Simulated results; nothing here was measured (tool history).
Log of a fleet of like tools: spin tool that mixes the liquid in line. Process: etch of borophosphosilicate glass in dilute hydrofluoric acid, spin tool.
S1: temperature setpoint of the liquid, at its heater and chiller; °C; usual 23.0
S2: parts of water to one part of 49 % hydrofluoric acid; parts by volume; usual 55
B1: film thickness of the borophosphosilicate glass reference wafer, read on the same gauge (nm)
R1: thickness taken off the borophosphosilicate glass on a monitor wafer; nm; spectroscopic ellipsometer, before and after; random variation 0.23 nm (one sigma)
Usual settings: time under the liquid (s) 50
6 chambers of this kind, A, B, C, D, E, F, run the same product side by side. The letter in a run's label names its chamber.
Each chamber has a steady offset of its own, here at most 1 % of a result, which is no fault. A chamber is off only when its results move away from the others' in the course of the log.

{"run": "1A", "hour": 10.7, "S1": 23.0, "S2": 55, "time under the liquid (s)": 50, "B1": 109.99, "R1": 39.394}
{"run": "2F", "hour": 18.8, "S1": 23.0, "S2": 55, "time under the liquid (s)": 50, "B1": 109.98, "R1": 39.526}
{"run": "3C", "hour": 29.3, "S1": 23.0, "S2": 55, "time under the liquid (s)": 50, "B1": 109.97, "R1": 38.938}
{"run": "4D", "hour": 40.7, "S1": 23.0, "S2": 55, "time under the liquid (s)": 50, "B1": 109.99, "R1": 39.729}
{"run": "5B", "hour": 49.6, "S1": 23.0, "S2": 55, "time under the liquid (s)": 50, "B1": 110.0, "R1": 39.177}
{"run": "6E", "hour": 58.9, "S1": 23.0, "S2": 55, "time under the liquid (s)": 50, "B1": 109.99, "R1": 39.715}
{"run": "7F", "hour": 66.7, "S1": 23.0, "S2": 55, "time under the liquid (s)": 50, "B1": 110.02, "R1": 39.381}
{"run": "8C", "hour": 75.8, "S1": 26.0, "S2": 65, "time under the liquid (s)": 50, "B1": 110.04, "R1": 37.292}
{"run": "9E", "hour": 87.5, "S1": 26.0, "S2": 65, "time under the liquid (s)": 50, "B1": 109.95, "R1": 37.494}
{"run": "10B", "hour": 94.2, "S1": 26.0, "S2": 65, "time under the liquid (s)": 50, "B1": 109.96, "R1": 37.056}
{"run": "11D", "hour": 105.3, "S1": 26.0, "S2": 65, "time under the liquid (s)": 50, "B1": 109.99, "R1": 37.403}
{"hour": 108.0, "done": "chamber F: thermometer replaced"}
{"run": "12A", "hour": 111.6, "S1": 26.0, "S2": 65, "time under the liquid (s)": 50, "B1": 110.0, "R1": 37.604}
{"run": "13B", "hour": 117.9, "S1": 26.0, "S2": 65, "time under the liquid (s)": 50, "B1": 110.02, "R1": 37.356}
{"run": "14A", "hour": 126.3, "S1": 23.0, "S2": 55, "time under the liquid (s)": 50, "B1": 110.02, "R1": 39.765}
{"run": "15D", "hour": 134.1, "S1": 23.0, "S2": 55, "time under the liquid (s)": 50, "B1": 110.02, "R1": 39.523}
{"run": "16F", "hour": 143.9, "S1": 23.0, "S2": 55, "time under the liquid (s)": 50, "B1": 109.97, "R1": 39.513}
{"run": "17E", "hour": 155.8, "S1": 23.0, "S2": 55, "time under the liquid (s)": 50, "B1": 110.07, "R1": 39.568}
{"run": "18C", "hour": 162.5, "S1": 23.0, "S2": 55, "time under the liquid (s)": 50, "B1": 110.0, "R1": 39.694}
{"run": "19A", "hour": 171.1, "S1": 23.0, "S2": 55, "time under the liquid (s)": 50, "B1": 109.97, "R1": 39.681}
{"run": "20B", "hour": 179.7, "S1": 23.0, "S2": 55, "time under the liquid (s)": 50, "B1": 109.98, "R1": 39.354}
{"run": "21C", "hour": 186.2, "S1": 23.0, "S2": 55, "time under the liquid (s)": 50, "B1": 110.02, "R1": 39.625}
{"run": "22D", "hour": 192.3, "S1": 23.0, "S2": 55, "time under the liquid (s)": 50, "B1": 110.03, "R1": 39.369}
{"run": "23E", "hour": 200.0, "S1": 25.5, "S2": 45, "time under the liquid (s)": 50, "B1": 109.98, "R1": 54.239}
{"run": "24F", "hour": 210.7, "S1": 25.5, "S2": 45, "time under the liquid (s)": 50, "B1": 110.01, "R1": 54.785}
{"run": "25F", "hour": 220.1, "S1": 25.5, "S2": 45, "time under the liquid (s)": 50, "B1": 110.03, "R1": 54.928}
{"run": "26E", "hour": 226.8, "S1": 25.5, "S2": 45, "time under the liquid (s)": 50, "B1": 110.01, "R1": 55.158}
{"run": "27D", "hour": 235.7, "S1": 25.5, "S2": 45, "time under the liquid (s)": 50, "B1": 109.98, "R1": 54.207}
{"run": "28A", "hour": 246.2, "S1": 25.5, "S2": 45, "time under the liquid (s)": 50, "B1": 110.0, "R1": 54.018}
{"run": "29B", "hour": 253.9, "S1": 23.0, "S2": 55, "time under the liquid (s)": 50, "B1": 110.02, "R1": 39.259}
{"run": "30C", "hour": 263.0, "S1": 23.0, "S2": 55, "time under the liquid (s)": 40, "B1": 110.01, "R1": 32.859}
{"run": "31C", "hour": 272.8, "S1": 23.0, "S2": 55, "time under the liquid (s)": 40, "B1": 110.02, "R1": 32.679}
{"run": "32E", "hour": 281.3, "S1": 23.0, "S2": 55, "time under the liquid (s)": 40, "B1": 110.0, "R1": 32.068}
{"run": "33D", "hour": 288.3, "S1": 23.0, "S2": 55, "time under the liquid (s)": 40, "B1": 109.96, "R1": 31.919}
{"run": "34F", "hour": 297.6, "S1": 23.0, "S2": 55, "time under the liquid (s)": 40, "B1": 110.01, "R1": 31.581}
{"run": "35A", "hour": 304.3, "S1": 23.0, "S2": 55, "time under the liquid (s)": 40, "B1": 109.98, "R1": 31.517}
{"run": "36B", "hour": 310.4, "S1": 23.0, "S2": 70, "time under the liquid (s)": 75, "B1": 109.99, "R1": 46.035}
{"run": "37C", "hour": 321.7, "S1": 23.0, "S2": 70, "time under the liquid (s)": 75, "B1": 109.99, "R1": 46.932}
{"run": "38F", "hour": 328.0, "S1": 23.0, "S2": 70, "time under the liquid (s)": 75, "B1": 109.99, "R1": 45.878}
{"run": "39B", "hour": 334.1, "S1": 23.0, "S2": 70, "time under the liquid (s)": 75, "B1": 110.02, "R1": 45.592}
{"run": "40E", "hour": 345.2, "S1": 23.0, "S2": 70, "time under the liquid (s)": 75, "B1": 110.01, "R1": 45.621}

Next, every chamber runs the same settings. What will each give?
{"run": "41A", "hour": 353.6, "S1": 23.0, "S2": 55, "time under the liquid (s)": 50, "R1": "?"}
{"run": "41B", "hour": 353.6, "S1": 23.0, "S2": 55, "time under the liquid (s)": 50, "R1": "?"}
{"run": "41C", "hour": 353.6, "S1": 23.0, "S2": 55, "time under the liquid (s)": 50, "R1": "?"}
{"run": "41D", "hour": 353.6, "S1": 23.0, "S2": 55, "time under the liquid (s)": 50, "R1": "?"}
{"run": "41E", "hour": 353.6, "S1": 23.0, "S2": 55, "time under the liquid (s)": 50, "R1": "?"}
{"run": "41F", "hour": 353.6, "S1": 23.0, "S2": 55, "time under the liquid (s)": 50, "R1": "?"}

run=41A R1=39.172
run=41B R1=39.508
run=41C R1=41.029
run=41D R1=39.254
run=41E R1=39.556
run=41F R1=39.536
